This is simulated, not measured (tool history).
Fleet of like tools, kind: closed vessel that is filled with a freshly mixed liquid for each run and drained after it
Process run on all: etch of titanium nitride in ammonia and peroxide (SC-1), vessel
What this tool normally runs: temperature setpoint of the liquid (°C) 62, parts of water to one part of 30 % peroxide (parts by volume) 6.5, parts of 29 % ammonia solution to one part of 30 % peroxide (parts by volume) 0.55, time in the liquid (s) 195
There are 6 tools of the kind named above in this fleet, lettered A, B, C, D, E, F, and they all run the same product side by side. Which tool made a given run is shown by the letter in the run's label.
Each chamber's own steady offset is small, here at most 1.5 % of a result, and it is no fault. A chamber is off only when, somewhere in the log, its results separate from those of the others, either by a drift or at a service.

| run | hour | temperature setpoint of the liquid (°C) | parts of water to one part of 30 % peroxide (parts by volume) | parts of 29 % ammonia solution to one part of 30 % peroxide (parts by volume) | time in the liquid (s) | hours since the thermometer was replaced | hours since the ammonia flow meter was replaced | hours since the drum of ammonia solution was connected | read-back film thickness of the titanium nitride reference wafer, read on the same gauge (nm) | thickness taken off the titanium nitride on a monitor wafer (Å) |
|---|---|---|---|---|---|---|---|---|---|---|
|  | 2.7 | chamber B: new drum of ammonia solution connected |
| 1C | 6.3 | 62 | 6.5 | 0.55 | 195 | 1053.7 | 416.6 | 666.1 | 110 | 547.74 |
| 2A | 14.3 | 62 | 6.5 | 0.55 | 195 | 1365 | 2479.4 | 271.4 | 110 | 546.26 |
| 3F | 22.5 | 62 | 6.5 | 0.55 | 195 | 986.5 | 929.4 | 118 | 109.99 | 549.49 |
| 4D | 33.3 | 62 | 6.5 | 0.55 | 195 | 252.4 | 757.8 | 153 | 110 | 546.36 |
| 5E | 43.7 | 62 | 6.5 | 0.55 | 195 | 1677.1 | 590.1 | 194.6 | 109.98 | 540.38 |
| 6B | 52.1 | 62 | 6.5 | 0.55 | 195 | 121.4 | 257.2 | 49.4 | 110 | 552.93 |
|  | 53.6 | chamber A: new drum of ammonia solution connected |
| 7F | 62.4 | 62 | 6.5 | 0.55 | 195 | 1026.4 | 969.3 | 157.9 | 110.03 | 561.81 |
|  | 72.1 | chamber E: new drum of ammonia solution connected |
| 8E | 73.6 | 62 | 5 | 0.25 | 195 | 1707 | 620 | 1.5 | 109.99 | 540.06 |
| 9C | 82.2 | 62 | 5 | 0.25 | 195 | 1129.6 | 492.5 | 742 | 110 | 556.79 |
| 10A | 91.6 | 62 | 5 | 0.25 | 195 | 1442.3 | 2556.7 | 38.1 | 110 | 543.95 |
| 11D | 97.9 | 62 | 5 | 0.25 | 195 | 317 | 822.4 | 217.6 | 109.99 | 539.85 |
|  | 100.6 | chamber F: ammonia flow meter replaced |
| 12B | 104.5 | 62 | 5 | 0.25 | 195 | 173.8 | 309.6 | 101.8 | 110.02 | 543.63 |
| 13D | 114.4 | 62 | 5 | 0.25 | 195 | 333.5 | 838.9 | 234.1 | 110.03 | 550.43 |
| 14F | 125.5 | 62 | 6.5 | 0.55 | 195 | 1089.5 | 24.9 | 221 | 109.98 | 550.16 |
|  | 127.6 | chamber C: ammonia flow meter replaced |
| 15A | 136.5 | 62 | 6.5 | 0.55 | 195 | 1487.2 | 2601.6 | 83 | 110.02 | 537.7 |
| 16E | 144.9 | 53.5 | 6.5 | 0.4 | 195 | 1778.3 | 691.3 | 72.8 | 109.99 | 290.23 |
| 17C | 154.7 | 53.5 | 6.5 | 0.4 | 195 | 1202.1 | 27.1 | 814.5 | 109.99 | 290.55 |
|  | 158.6 | chamber D: ammonia flow meter replaced |
| 18B | 160.1 | 53.5 | 6.5 | 0.4 | 195 | 229.4 | 365.2 | 157.4 | 110.01 | 296.37 |
|  | 166.7 | chamber C: new drum of ammonia solution connected |
| 19E | 169.6 | 53.5 | 6.5 | 0.4 | 195 | 1803 | 716 | 97.5 | 109.99 | 291.42 |
|  | 176.6 | chamber D: new drum of ammonia solution connected |
| 20C | 176.7 | 53.5 | 6.5 | 0.4 | 195 | 1224.1 | 49.1 | 10.1 | 109.99 | 291.65 |
| 21B | 187.8 | 53.5 | 6.5 | 0.4 | 195 | 257.1 | 392.9 | 185.1 | 110.02 | 296.03 |
| 22A | 195.7 | 62 | 6.5 | 0.55 | 195 | 1546.4 | 2660.8 | 142.2 | 109.98 | 541.23 |
| 23F | 205.7 | 62 | 6.5 | 0.55 | 195 | 1169.7 | 105.1 | 301.2 | 110.01 | 554.9 |
| 24D | 216.6 | 62 | 6.5 | 0.7 | 195 | 435.7 | 58 | 40 | 110 | 570.22 |
| 25D | 222.3 | 62 | 6.5 | 0.7 | 195 | 441.4 | 63.7 | 45.7 | 110 | 564.58 |
| 26B | 227.7 | 62 | 6.5 | 0.7 | 195 | 297 | 432.8 | 225 | 110.01 | 568.88 |
| 27E | 233.3 | 62 | 6.5 | 0.7 | 195 | 1866.7 | 779.7 | 161.2 | 110.04 | 558.7 |
| 28C | 240.4 | 62 | 6.5 | 0.7 | 195 | 1287.8 | 112.8 | 73.8 | 109.98 | 548.24 |
| 29A | 251.4 | 62 | 6.5 | 0.7 | 195 | 1602.1 | 2716.5 | 197.9 | 110.01 | 570.29 |
| 30F | 257.4 | 62 | 6.5 | 0.55 | 195 | 1221.4 | 156.8 | 352.9 | 109.98 | 549.72 |
| 31D | 263.6 | 62 | 6.5 | 0.55 | 195 | 482.7 | 105 | 87 | 110 | 550.71 |
|  | 265.4 | chamber A: ammonia flow meter replaced |
| 32B | 274.7 | 62 | 6.5 | 0.55 | 195 | 344 | 479.8 | 272 | 110.02 | 552.01 |
| 33E | 286.1 | 62 | 6.5 | 0.55 | 195 | 1919.5 | 832.5 | 214 | 110 | 545.82 |
| 34C | 292.8 | 62 | 6.5 | 0.55 | 195 | 1340.2 | 165.2 | 126.2 | 110.01 | 506.16 |
| 35F | 299.7 | 62 | 5 | 0.55 | 195 | 1263.7 | 199.1 | 395.2 | 110 | 627.93 |
| 36A | 305.6 | 62 | 5 | 0.55 | 195 | 1656.3 | 40.2 | 252.1 | 110.02 | 630.45 |
| 37D | 312.7 | 62 | 5 | 0.55 | 195 | 531.8 | 154.1 | 136.1 | 110.01 | 622.59 |

Decide between three cases: one chamber stands off from its peers, the gauge reading all wafers drifts, or nothing is wrong past each chamber's small offset. Where a chamber is off, say which and what most likely put it there.

One chamber, C, drifts off from the rest bit by bit.
Likeliest cause: liquid colder than its thermometer reads (K) = 1.41.

Which of the 4 candidates below, each the usual settings with something changed and its results left as question marks, puts chamber C back in line with what the other chambers give on the usual settings?
In-line tolerance around the mean of the other chambers on the usual settings: thickness taken off the titanium nitride on a monitor wafer (Å) 16
| 38C-1 | 321.4 | 62 | 5.5 | 0.55 | 195 |  |  |  |  | ? |
| 38C-2 | 321.4 | 63.5 | 6.5 | 0.55 | 210 |  |  |  |  | ? |
| 38C-3 | 321.4 | 62 | 7 | 0.55 | 170 |  |  |  |  | ? |
| 38C-4 | 321.4 | 62 | 6.5 | 0.55 | 180 |  |  |  |  | ? |

Other chambers, usual settings, mean: thickness taken off the titanium nitride on a monitor wafer (Å) 547.37
| run | thickness taken off the titanium nitride on a monitor wafer (Å) |
|---|---|
| 38C-1 | 545.3 |
| 38C-2 | 598.82 |
| 38C-3 | 423.58 |
| 38C-4 | 464.97 |
It is 38C-1 that realigns the chamber with its peers.

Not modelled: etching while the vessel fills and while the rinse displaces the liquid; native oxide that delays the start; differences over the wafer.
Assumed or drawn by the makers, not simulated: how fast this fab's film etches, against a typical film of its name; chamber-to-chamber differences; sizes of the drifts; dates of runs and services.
